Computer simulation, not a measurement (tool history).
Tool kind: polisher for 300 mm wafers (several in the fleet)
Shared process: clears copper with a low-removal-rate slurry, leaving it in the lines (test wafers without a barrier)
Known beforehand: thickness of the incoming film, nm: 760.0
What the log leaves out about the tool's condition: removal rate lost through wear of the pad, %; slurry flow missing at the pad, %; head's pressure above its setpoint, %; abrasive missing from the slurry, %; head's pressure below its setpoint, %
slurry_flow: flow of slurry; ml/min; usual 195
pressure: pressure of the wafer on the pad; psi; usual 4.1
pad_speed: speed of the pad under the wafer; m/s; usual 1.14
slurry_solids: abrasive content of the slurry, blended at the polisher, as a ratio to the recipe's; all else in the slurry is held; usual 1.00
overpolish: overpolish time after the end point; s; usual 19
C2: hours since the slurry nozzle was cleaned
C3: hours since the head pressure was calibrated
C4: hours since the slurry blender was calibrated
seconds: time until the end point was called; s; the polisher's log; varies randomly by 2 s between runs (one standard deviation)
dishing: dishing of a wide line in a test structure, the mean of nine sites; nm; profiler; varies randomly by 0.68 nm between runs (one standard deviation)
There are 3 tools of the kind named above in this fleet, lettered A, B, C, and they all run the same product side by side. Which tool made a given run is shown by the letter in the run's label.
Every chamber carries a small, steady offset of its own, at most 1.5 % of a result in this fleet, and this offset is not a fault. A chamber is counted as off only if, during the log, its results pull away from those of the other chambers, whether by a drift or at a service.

Run 1B, hour 6.5: usual settings; wafers polished on this pad 627; C2 309.2; C3 105.1; C4 330.9. Result: seconds 148.81 s, dishing 31.531 nm.
Run 2A, hour 11.0: usual settings; wafers polished on this pad 680; C2 16.3; C3 390.0; C4 16.7. Result: seconds 149.63 s, dishing 29.125 nm.
Run 3C, hour 15.0: usual settings; wafers polished on this pad 553; C2 155.7; C3 440.1; C4 94.3. Result: seconds 144.36 s, dishing 30.497 nm.
Run 4C, hour 20.9: usual settings; wafers polished on this pad 593; C2 161.6; C3 446.0; C4 100.2. Result: seconds 149.65 s, dishing 30.623 nm.
At hour 23.4: chamber B: worn pad replaced by a new one.
Run 5A, hour 26.7: usual settings; wafers polished on this pad 787; C2 32.0; C3 405.7; C4 32.4. Result: seconds 151.07 s, dishing 31.767 nm.
At hour 27.6: chamber A: worn pad replaced by a new one.
Run 6B, hour 34.8: usual settings; wafers polished on this pad 77; C2 337.5; C3 133.4; C4 359.2. Result: seconds 148.10 s, dishing 30.629 nm.
At hour 35.8: chamber C: slurry blender recalibrated.
Run 7B, hour 38.7: usual settings; wafers polished on this pad 104; C2 341.4; C3 137.3; C4 363.1. Result: seconds 149.36 s, dishing 28.859 nm.
Run 8C, hour 42.8: usual settings; wafers polished on this pad 742; C2 183.5; C3 467.9; C4 7.1. Result: seconds 146.99 s, dishing 30.843 nm.
Run 9A, hour 49.8: usual settings; wafers polished on this pad 150; C2 55.1; C3 428.8; C4 55.5. Result: seconds 149.40 s, dishing 31.755 nm.
Run 10B, hour 55.7: usual settings; wafers polished on this pad 219; C2 358.4; C3 154.3; C4 380.1. Result: seconds 144.93 s, dishing 30.982 nm.
At hour 57.2: chamber B: slurry blender recalibrated.
Run 11C, hour 61.7: usual settings but pressure 5.3 psi; wafers polished on this pad 870; C2 202.4; C3 486.8; C4 26.0. Result: seconds 115.56 s, dishing 32.263 nm.
Run 12A, hour 70.2: usual settings but pressure 5.3 psi; wafers polished on this pad 289; C2 75.5; C3 449.2; C4 75.9. Result: seconds 115.37 s, dishing 33.044 nm.
Run 13C, hour 76.8: usual settings but pressure 5.3 psi; wafers polished on this pad 972; C2 217.5; C3 501.9; C4 41.1. Result: seconds 117.00 s, dishing 31.360 nm.
Run 14B, hour 85.6: usual settings; wafers polished on this pad 422; C2 388.3; C3 184.2; C4 28.4. Result: seconds 148.39 s, dishing 32.687 nm.
At hour 85.7: chamber C: worn pad replaced by a new one.
Run 15A, hour 93.6: usual settings; wafers polished on this pad 447; C2 98.9; C3 472.6; C4 99.3. Result: seconds 150.72 s, dishing 30.691 nm.
Run 16B, hour 99.9: usual settings; wafers polished on this pad 519; C2 402.6; C3 198.5; C4 42.7. Result: seconds 148.35 s, dishing 31.511 nm.
Run 17A, hour 105.6: usual settings but slurry_solids 0.75; wafers polished on this pad 529; C2 110.9; C3 484.6; C4 111.3. Result: seconds 158.25 s, dishing 30.050 nm.
Run 18C, hour 112.3: usual settings but slurry_solids 0.75; wafers polished on this pad 180; C2 253.0; C3 537.4; C4 76.6. Result: seconds 154.12 s, dishing 29.156 nm.
Run 19C, hour 120.2: usual settings but slurry_solids 0.75; wafers polished on this pad 234; C2 260.9; C3 545.3; C4 84.5. Result: seconds 157.93 s, dishing 30.998 nm.
Run 20B, hour 126.0: usual settings; wafers polished on this pad 696; C2 428.7; C3 224.6; C4 68.8. Result: seconds 144.56 s, dishing 31.914 nm.
Run 21A, hour 131.9: usual settings but slurry_solids 0.80, overpolish 22 s; wafers polished on this pad 707; C2 137.2; C3 510.9; C4 137.6. Result: seconds 159.61 s, dishing 31.465 nm.

Has any chamber moved away from the others, gradually or after a service, or does the common gauge drift, or do the chambers differ only by their own small steady offsets? State the chamber and the most likely cause if one applies.

The fleet is healthy, with each chamber sitting at its usual small offset and no drift in the gauge.
